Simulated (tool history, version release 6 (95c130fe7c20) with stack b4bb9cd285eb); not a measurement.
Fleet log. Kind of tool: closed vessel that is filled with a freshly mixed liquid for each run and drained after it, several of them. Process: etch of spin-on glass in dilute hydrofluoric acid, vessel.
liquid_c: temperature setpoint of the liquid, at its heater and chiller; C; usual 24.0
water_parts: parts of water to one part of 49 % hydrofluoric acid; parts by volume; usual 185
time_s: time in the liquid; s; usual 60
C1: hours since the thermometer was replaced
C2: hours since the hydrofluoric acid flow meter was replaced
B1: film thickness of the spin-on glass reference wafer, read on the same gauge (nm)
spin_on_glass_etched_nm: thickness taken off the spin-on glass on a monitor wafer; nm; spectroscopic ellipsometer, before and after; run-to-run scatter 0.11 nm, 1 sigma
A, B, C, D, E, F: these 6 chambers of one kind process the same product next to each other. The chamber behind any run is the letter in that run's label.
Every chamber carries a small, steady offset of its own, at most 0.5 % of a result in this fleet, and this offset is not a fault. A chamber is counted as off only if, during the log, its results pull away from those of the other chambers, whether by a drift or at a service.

run 1B day=0.200 | liquid_c=24.0 water_parts=185 time_s=60 | C1=646.8 C2=171.7 | B1=149.96 | spin_on_glass_etched_nm=16.857
run 2A day=0.367 | liquid_c=24.0 water_parts=185 time_s=60 | C1=83.0 C2=839.2 | B1=150.02 | spin_on_glass_etched_nm=16.968
run 3C day=0.638 | liquid_c=24.0 water_parts=185 time_s=60 | C1=2125.4 C2=1479.1 | B1=149.95 | spin_on_glass_etched_nm=16.984
run 4E day=0.792 | liquid_c=24.0 water_parts=185 time_s=60 | C1=260.2 C2=386.7 | B1=150.01 | spin_on_glass_etched_nm=17.079
run 5D day=1.058 | liquid_c=24.0 water_parts=185 time_s=60 | C1=1605.6 C2=51.3 | B1=150.02 | spin_on_glass_etched_nm=16.619
run 6F day=1.296 | liquid_c=24.0 water_parts=185 time_s=60 | C1=883.0 C2=48.5 | B1=150.01 | spin_on_glass_etched_nm=16.824
run 7A day=1.425 | liquid_c=24.0 water_parts=185 time_s=60 | C1=108.4 C2=864.6 | B1=149.97 | spin_on_glass_etched_nm=16.717
run 8B day=1.583 | liquid_c=24.0 water_parts=185 time_s=60 | C1=680.0 C2=204.9 | B1=150.00 | spin_on_glass_etched_nm=16.786
run 9D day=1.800 | liquid_c=24.0 water_parts=185 time_s=60 | C1=1623.4 C2=69.1 | B1=149.93 | spin_on_glass_etched_nm=16.856
run 10C day=1.938 | liquid_c=24.0 water_parts=185 time_s=40 | C1=2156.6 C2=1510.3 | B1=150.00 | spin_on_glass_etched_nm=11.243
run 11E day=2.121 | liquid_c=24.0 water_parts=185 time_s=40 | C1=292.1 C2=418.6 | B1=149.99 | spin_on_glass_etched_nm=11.213
run 12F day=2.296 | liquid_c=24.0 water_parts=185 time_s=40 | C1=907.0 C2=72.5 | B1=149.95 | spin_on_glass_etched_nm=11.298
run 13D day=2.433 | liquid_c=24.0 water_parts=185 time_s=40 | C1=1638.6 C2=84.3 | B1=150.02 | spin_on_glass_etched_nm=11.271
run 14B day=2.667 | liquid_c=24.0 water_parts=185 time_s=40 | C1=706.0 C2=230.9 | B1=150.00 | spin_on_glass_etched_nm=11.177
run 15E day=2.871 | liquid_c=24.0 water_parts=185 time_s=40 | C1=310.1 C2=436.6 | B1=149.98 | spin_on_glass_etched_nm=11.195
run 16F day=3.008 | liquid_c=24.0 water_parts=185 time_s=60 | C1=924.1 C2=89.6 | B1=150.01 | spin_on_glass_etched_nm=17.153
run 17A day=3.158 | liquid_c=24.0 water_parts=185 time_s=60 | C1=150.0 C2=906.2 | B1=149.97 | spin_on_glass_etched_nm=16.498
run 18C day=3.317 | liquid_c=24.0 water_parts=185 time_s=60 | C1=2189.7 C2=1543.4 | B1=150.01 | spin_on_glass_etched_nm=16.721
run 19C day=3.550 | liquid_c=24.0 water_parts=185 time_s=60 | C1=2195.3 C2=1549.0 | B1=149.97 | spin_on_glass_etched_nm=16.767
run 20A day=3.800 | liquid_c=24.0 water_parts=185 time_s=60 | C1=165.4 C2=921.6 | B1=150.04 | spin_on_glass_etched_nm=16.210
run 21B day=3.975 | liquid_c=24.0 water_parts=185 time_s=60 | C1=737.4 C2=262.3 | B1=150.03 | spin_on_glass_etched_nm=16.785
run 22F day=4.104 | liquid_c=24.0 water_parts=185 time_s=60 | C1=950.4 C2=115.9 | B1=150.00 | spin_on_glass_etched_nm=16.923
run 23E day=4.254 | liquid_c=24.0 water_parts=185 time_s=60 | C1=343.3 C2=469.8 | B1=150.01 | spin_on_glass_etched_nm=16.943
run 24D day=4.421 | liquid_c=24.0 water_parts=185 time_s=75 | C1=1686.3 C2=132.0 | B1=150.00 | spin_on_glass_etched_nm=21.164
run 25F day=4.654 | liquid_c=24.0 water_parts=185 time_s=75 | C1=963.6 C2=129.1 | B1=149.93 | spin_on_glass_etched_nm=21.223
run 26B day=4.850 | liquid_c=24.0 water_parts=185 time_s=75 | C1=758.4 C2=283.3 | B1=150.02 | spin_on_glass_etched_nm=20.962
run 27C day=5.054 | liquid_c=24.0 water_parts=185 time_s=75 | C1=2231.4 C2=1585.1 | B1=149.99 | spin_on_glass_etched_nm=21.183
run 28E day=5.196 | liquid_c=24.0 water_parts=185 time_s=75 | C1=365.9 C2=492.4 | B1=150.01 | spin_on_glass_etched_nm=20.814
run 29D day=5.342 | liquid_c=24.0 water_parts=185 time_s=75 | C1=1708.4 C2=154.1 | B1=149.99 | spin_on_glass_etched_nm=21.056
run 30A day=5.617 | liquid_c=20.5 water_parts=115 time_s=60 | C1=209.0 C2=965.2 | B1=150.01 | spin_on_glass_etched_nm=23.864
run 31A day=5.817 | liquid_c=20.5 water_parts=115 time_s=60 | C1=213.8 C2=970.0 | B1=150.01 | spin_on_glass_etched_nm=24.078
run 32C day=6.042 | liquid_c=20.5 water_parts=115 time_s=60 | C1=2255.1 C2=1608.8 | B1=149.99 | spin_on_glass_etched_nm=25.590
run 33D day=6.217 | liquid_c=20.5 water_parts=115 time_s=60 | C1=1729.4 C2=175.1 | B1=150.01 | spin_on_glass_etched_nm=25.784
run 34E day=6.342 | liquid_c=20.5 water_parts=115 time_s=60 | C1=393.4 C2=519.9 | B1=149.99 | spin_on_glass_etched_nm=25.409
run 35B day=6.500 | liquid_c=20.5 water_parts=115 time_s=60 | C1=798.0 C2=322.9 | B1=150.02 | spin_on_glass_etched_nm=25.616
run 36F day=6.708 | liquid_c=24.0 water_parts=185 time_s=60 | C1=1012.9 C2=178.4 | B1=150.04 | spin_on_glass_etched_nm=16.862

Next, every chamber runs the same settings. What will each give?
run 37A day=6.912 | liquid_c=24.0 water_parts=185 time_s=60 | spin_on_glass_etched_nm=?
run 37B day=6.912 | liquid_c=24.0 water_parts=185 time_s=60 | spin_on_glass_etched_nm=?
run 37C day=6.912 | liquid_c=24.0 water_parts=185 time_s=60 | spin_on_glass_etched_nm=?
run 37D day=6.912 | liquid_c=24.0 water_parts=185 time_s=60 | spin_on_glass_etched_nm=?
run 37E day=6.912 | liquid_c=24.0 water_parts=185 time_s=60 | spin_on_glass_etched_nm=?
run 37F day=6.912 | liquid_c=24.0 water_parts=185 time_s=60 | spin_on_glass_etched_nm=?

run=37A spin_on_glass_etched_nm=15.708
run=37B spin_on_glass_etched_nm=16.904
run=37C spin_on_glass_etched_nm=16.907
run=37D spin_on_glass_etched_nm=16.961
run=37E spin_on_glass_etched_nm=16.885
run=37F spin_on_glass_etched_nm=16.965
